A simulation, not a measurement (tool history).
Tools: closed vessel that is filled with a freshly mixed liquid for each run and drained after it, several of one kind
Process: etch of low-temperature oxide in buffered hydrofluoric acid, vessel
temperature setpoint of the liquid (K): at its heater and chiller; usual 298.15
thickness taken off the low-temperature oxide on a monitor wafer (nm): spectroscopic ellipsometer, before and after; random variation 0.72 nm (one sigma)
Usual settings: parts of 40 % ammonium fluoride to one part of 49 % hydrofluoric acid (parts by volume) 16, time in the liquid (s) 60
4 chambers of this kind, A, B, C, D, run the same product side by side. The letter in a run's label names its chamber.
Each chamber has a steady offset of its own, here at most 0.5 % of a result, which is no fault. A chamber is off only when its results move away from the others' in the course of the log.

run	day	temperature setpoint of the liquid (K)	parts of 40 % ammonium fluoride to one part of 49 % hydrofluoric acid (parts by volume)	time in the liquid (s)	read-back film thickness of the low-temperature oxide reference wafer, read on the same gauge (nm)	thickness taken off the low-temperature oxide on a monitor wafer (nm)
1D	0.371	298.15	16	60	110	99.379
2B	0.867	298.15	16	60	110.03	101.69
3A	1.138	298.15	16	60	109.96	101
4C	1.688	298.15	16	60	110.01	99.22
5A	2.029	298.15	16	60	109.98	99.843
6C	2.454	298.15	16	60	110.02	97.786
7D	2.862	298.15	16	60	110.02	101.45
8B	3.15	298.15	16	60	109.99	100.21
9A	3.442	298.15	16	60	110.02	100.68
10B	3.725	298.15	16	60	110.01	100.69
11C	4.146	298.15	16	60	109.99	99.161
12D	4.446	298.15	16	60	110	101.04
13D	4.725	302.15	16	45	110.01	94.901
14B	5.179	302.15	16	45	109.99	92.718
15C	5.546	302.15	16	45	109.98	91.712
# day 5.742: chamber A: thermometer replaced
16A	6.108	302.15	16	45	110.01	92.669
17A	6.404	298.15	16	60	109.97	100.83
18C	6.912	298.15	16	60	110.03	99.154
19D	7.412	298.15	16	60	109.99	103.59
# day 7.896: chamber C: hydrofluoric acid flow meter replaced
20B	7.908	298.15	16	60	109.98	101.25
21D	8.488	298.15	16	60	109.96	104.75
22B	8.917	298.15	16	60	110.03	101.09
23C	9.492	298.15	16	60	109.99	99.708
24A	9.925	298.15	16	60	110	100.04
25D	10.5	295.65	16	85	109.99	130.9
26A	11.025	295.65	16	85	109.97	123.42
27C	11.517	295.65	16	85	110	121.07
28B	11.838	295.65	16	85	109.99	122.12
29B	12.183	298.15	16	60	110.01	101.3
30D	12.75	298.15	16	60	109.99	106.07
31A	13.146	298.15	16	60	110.01	99.96
32C	13.679	300.65	16	30	110.01	56.711
33C	14.217	300.65	16	30	110.02	57.314

Is one chamber off against the others, does the gauge drift, or is nothing wrong? If a chamber is off, say which, and what the likeliest cause is.

Chamber D drifts away from the others.
Cause: hydrofluoric acid flow above the setpoint (%) = 7.55.
The log may not tell that from: liquid hotter than its thermometer reads (K).

Here are 4 candidates for chamber D's next run, each the usual settings with a change, their results left as question marks. Which one brings its results back in line with what the others give on the usual settings?
In line means no further than this from the other chambers' mean on the usual settings: thickness taken off the low-temperature oxide on a monitor wafer (nm) 2.5
34D-1	14.629	298.15	15.5	60		?
34D-2	14.629	298.15	16.5	60		?
34D-3	14.629	298.15	16	65		?
34D-4	14.629	297.65	17	60		?

The other chambers' mean on the usual settings: thickness taken off the low-temperature oxide on a monitor wafer (nm) 100
run	thickness taken off the low-temperature oxide on a monitor wafer (nm)
34D-1	111.29
34D-2	104.7
34D-3	116.89
34D-4	98.966
34D-4 brings the chamber back in line.
